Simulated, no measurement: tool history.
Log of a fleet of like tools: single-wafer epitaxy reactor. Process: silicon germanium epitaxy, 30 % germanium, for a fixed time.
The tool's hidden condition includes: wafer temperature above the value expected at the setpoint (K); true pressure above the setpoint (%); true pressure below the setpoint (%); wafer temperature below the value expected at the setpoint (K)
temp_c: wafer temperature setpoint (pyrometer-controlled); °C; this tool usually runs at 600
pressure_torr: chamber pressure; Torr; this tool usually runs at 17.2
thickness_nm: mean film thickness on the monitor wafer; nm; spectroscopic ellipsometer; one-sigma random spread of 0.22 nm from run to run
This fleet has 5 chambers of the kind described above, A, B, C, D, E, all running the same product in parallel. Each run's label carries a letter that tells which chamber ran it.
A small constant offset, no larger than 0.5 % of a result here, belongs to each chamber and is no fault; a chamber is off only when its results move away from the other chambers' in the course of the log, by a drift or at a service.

| run | hour | temp_c | pressure_torr | hours since the last pyrometer calibration | hours since the last manometer calibration | read-back reference wafer on the same gauge, thickness_nm | thickness_nm |
|---|---|---|---|---|---|---|---|
| 1A | 11.7 | 600 | 17.2 | 1967.3 | 1039.2 | 63.231 | 55.273 |
| 2E | 22.9 | 600 | 17.2 | 1161.9 | 539.5 | 63.220 | 55.797 |
| 3B | 36.2 | 600 | 17.2 | 603.2 | 1686.5 | 63.204 | 55.610 |
| 4D | 47.6 | 600 | 17.2 | 912.0 | 857.1 | 63.173 | 55.304 |
| 5C | 56.4 | 600 | 17.2 | 544.6 | 1915.8 | 63.179 | 54.982 |
| 6D | 64.5 | 600 | 17.2 | 928.9 | 874.0 | 63.186 | 55.324 |
| 7B | 75.4 | 600 | 17.2 | 642.4 | 1725.7 | 63.140 | 55.739 |
| 8A | 83.3 | 600 | 17.2 | 2038.9 | 1110.8 | 63.158 | 55.908 |
| 9C | 89.6 | 600 | 17.2 | 577.8 | 1949.0 | 63.168 | 55.404 |
| 10E | 97.5 | 600 | 17.2 | 1236.5 | 614.1 | 63.135 | 55.734 |
| 11C | 108.0 | 600 | 17.2 | 596.2 | 1967.4 | 63.269 | 55.435 |
|  | 114.1 | chamber D: capacitance manometer re-zeroed and calibrated |
| 12B | 121.4 | 600 | 17.2 | 688.4 | 1771.7 | 63.201 | 55.993 |
| 13E | 127.6 | 600 | 17.2 | 1266.6 | 644.2 | 63.189 | 56.020 |
| 14D | 136.5 | 600 | 17.2 | 1000.9 | 22.4 | 63.247 | 55.150 |
| 15A | 148.8 | 600 | 17.2 | 2104.4 | 1176.3 | 63.239 | 55.812 |
| 16D | 158.9 | 600 | 17.2 | 1023.3 | 44.8 | 63.309 | 55.678 |
| 17A | 170.5 | 600 | 17.2 | 2126.1 | 1198.0 | 63.255 | 55.751 |
| 18B | 182.9 | 600 | 17.2 | 749.9 | 1833.2 | 63.183 | 55.919 |
| 19E | 191.7 | 600 | 17.2 | 1330.7 | 708.3 | 63.175 | 56.038 |
| 20C | 204.0 | 600 | 17.2 | 692.2 | 2063.4 | 63.218 | 55.151 |
| 21C | 211.1 | 600 | 17.2 | 699.3 | 2070.5 | 63.213 | 55.367 |
| 22E | 218.2 | 600 | 17.2 | 1357.2 | 734.8 | 63.155 | 56.983 |
| 23B | 230.9 | 605 | 20.1 | 797.9 | 1881.2 | 63.234 | 64.845 |
| 24A | 240.6 | 605 | 20.1 | 2196.2 | 1268.1 | 63.229 | 65.172 |
| 25D | 246.8 | 605 | 20.1 | 1111.2 | 132.7 | 63.212 | 64.824 |
| 26D | 257.5 | 605 | 20.1 | 1121.9 | 143.4 | 63.222 | 65.054 |
| 27C | 267.0 | 605 | 20.1 | 755.2 | 2126.4 | 63.163 | 64.462 |
| 28B | 278.5 | 600 | 17.2 | 845.5 | 1928.8 | 63.198 | 55.904 |
| 29A | 285.6 | 600 | 17.2 | 2241.2 | 1313.1 | 63.194 | 55.595 |
| 30E | 298.9 | 600 | 15.2 | 1437.9 | 815.5 | 63.178 | 54.648 |
| 31B | 307.6 | 600 | 15.2 | 874.6 | 1957.9 | 63.193 | 53.163 |
| 32D | 318.9 | 600 | 15.2 | 1183.3 | 204.8 | 63.224 | 52.435 |
| 33C | 329.5 | 600 | 15.2 | 817.7 | 2188.9 | 63.227 | 52.385 |
| 34E | 340.5 | 600 | 15.2 | 1479.5 | 857.1 | 63.232 | 55.122 |
| 35A | 347.4 | 600 | 17.2 | 2303.0 | 1374.9 | 63.274 | 56.024 |
| 36D | 359.9 | 600 | 17.2 | 1224.3 | 245.8 | 63.272 | 55.177 |
| 37E | 365.8 | 600 | 17.2 | 1504.8 | 882.4 | 63.178 | 57.744 |
| 38C | 372.1 | 609 | 13.7 | 860.3 | 2231.5 | 63.198 | 59.161 |
| 39B | 380.5 | 609 | 13.7 | 947.5 | 2030.8 | 63.217 | 60.110 |
| 40A | 393.0 | 609 | 13.7 | 2348.6 | 1420.5 | 63.123 | 59.923 |
| 41C | 400.7 | 609 | 13.7 | 888.9 | 2260.1 | 63.191 | 59.083 |
| 42B | 411.4 | 609 | 13.7 | 978.4 | 2061.7 | 63.152 | 60.312 |
| 43D | 420.3 | 600 | 17.2 | 1284.7 | 306.2 | 63.211 | 55.397 |
| 44E | 428.0 | 600 | 17.2 | 1567.0 | 944.6 | 63.202 | 58.109 |

Is one chamber off against the others, does the gauge drift, or is nothing wrong? If a chamber is off, say which, and what the likeliest cause is.

Little by little, chamber E moves away from the other chambers.
Cause: wafer temperature above the value expected at the setpoint (K) = 2.65.

Below are 4 candidate recipes for chamber E's next run, each the usual settings with a change, their results shown as question marks. Which of them brings E's results back in line with what the other chambers give on the usual settings?
In line here means within this much of the mean the other chambers give on the usual settings: thickness_nm 0.750 nm
| 45E-1 | 437.6 | 601 | 17.3 |  |  |  | ? |
| 45E-2 | 437.6 | 600 | 19.3 |  |  |  | ? |
| 45E-3 | 437.6 | 600 | 15.1 |  |  |  | ? |
| 45E-4 | 437.6 | 600 | 16.5 |  |  |  | ? |

The other chambers' mean on the usual settings: thickness_nm 55.579 nm
| run | thickness_nm |
|---|---|
| 45E-1 | 59.564 |
| 45E-2 | 61.115 |
| 45E-3 | 55.425 |
| 45E-4 | 57.416 |
It is 45E-3 that realigns the chamber with its peers.
